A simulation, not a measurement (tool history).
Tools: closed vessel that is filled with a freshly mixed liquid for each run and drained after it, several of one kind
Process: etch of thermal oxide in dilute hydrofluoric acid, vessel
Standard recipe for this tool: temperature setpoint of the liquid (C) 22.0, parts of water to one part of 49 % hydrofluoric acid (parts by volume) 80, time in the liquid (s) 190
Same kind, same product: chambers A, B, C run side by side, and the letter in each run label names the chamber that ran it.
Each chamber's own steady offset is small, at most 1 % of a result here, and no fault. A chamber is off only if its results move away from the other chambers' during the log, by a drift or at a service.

run	hour	temperature setpoint of the liquid (C)	parts of water to one part of 49 % hydrofluoric acid (parts by volume)	time in the liquid (s)	hours since the thermometer was replaced	hours since the hydrofluoric acid flow meter was replaced	read-back film thickness of the thermal oxide reference wafer, read on the same gauge (nm)	thickness taken off the thermal oxide on a monitor wafer (angstrom)
1A	4.6	22.0	80	190	519.8	423.1	140.00	107.940
2C	10.1	22.0	80	190	1584.6	232.5	140.00	105.640
3B	14.8	22.0	80	190	2463.8	664.6	140.00	107.690
4A	21.6	22.0	80	190	536.8	440.1	139.95	107.520
5C	29.6	22.0	80	190	1604.1	252.0	139.96	103.590
6B	34.8	22.0	80	190	2483.8	684.6	139.98	107.900
7B	42.5	22.0	80	190	2491.5	692.3	140.00	106.630
8C	47.5	22.0	80	190	1622.0	269.9	140.03	104.030
9A	56.4	22.0	80	190	571.6	474.9	140.00	107.100
# hour 60.9: chamber A: thermometer replaced
10B	65.2	22.0	80	190	2514.2	715.0	139.99	107.820
11A	69.5	22.0	80	190	8.7	488.0	140.02	105.520
12C	76.6	22.0	65	190	1651.1	299.0	139.95	131.320
13A	84.1	22.0	65	190	23.3	502.6	140.00	135.040
# hour 89.9: chamber C: thermometer replaced
14B	92.3	22.0	65	190	2541.3	742.1	139.99	132.580
15C	100.3	22.0	80	190	10.4	322.7	140.02	105.710
16C	107.9	22.0	80	190	18.0	330.3	139.99	106.370
17B	114.6	22.0	80	115	2563.6	764.4	140.00	62.669
# hour 117.2: chamber B: thermometer replaced
18A	120.9	22.0	80	115	60.1	539.4	139.97	65.036
19A	128.8	22.0	80	115	68.0	547.3	139.95	63.973
20C	135.6	22.0	80	155	45.7	358.0	139.95	86.848
21B	142.7	22.0	80	155	25.6	792.5	140.01	84.883
22B	151.1	22.0	80	155	34.0	800.9	139.98	83.819
23C	155.1	22.0	80	190	65.2	377.5	139.99	106.480
24A	159.7	22.0	80	190	98.9	578.2	140.00	107.990
25C	166.5	22.0	80	190	76.6	388.9	140.01	106.980
26A	173.1	19.5	80	295	112.3	591.6	140.01	151.280
27B	178.9	19.5	80	295	61.8	828.7	140.04	143.190
# hour 180.8: chamber A: hydrofluoric acid flow meter replaced
28C	182.9	19.5	80	295	93.0	405.3	140.00	146.230
29B	191.1	27.0	100	190	74.0	840.9	139.99	96.080
30A	195.0	27.0	100	190	134.2	14.3	140.00	101.420
31B	201.4	27.0	100	190	84.3	851.2	139.99	95.166
32A	206.2	22.0	80	190	145.4	25.5	139.99	107.600
33C	212.4	22.0	80	190	122.5	434.8	140.03	105.220
34A	220.4	22.0	80	190	159.6	39.7	140.00	109.630
35B	227.8	22.0	80	190	110.7	877.6	139.98	97.134
36C	232.9	22.0	80	190	143.0	455.3	140.06	105.090
37B	241.3	22.0	80	190	124.2	891.1	140.01	98.935

Next, every chamber runs the same settings. What will each give?
38A	247.8	22.0	80	190				?
38B	247.8	22.0	80	190				?
38C	247.8	22.0	80	190				?

run	thickness taken off the thermal oxide on a monitor wafer (angstrom)
38A	106.780
38B	97.730
38C	105.070

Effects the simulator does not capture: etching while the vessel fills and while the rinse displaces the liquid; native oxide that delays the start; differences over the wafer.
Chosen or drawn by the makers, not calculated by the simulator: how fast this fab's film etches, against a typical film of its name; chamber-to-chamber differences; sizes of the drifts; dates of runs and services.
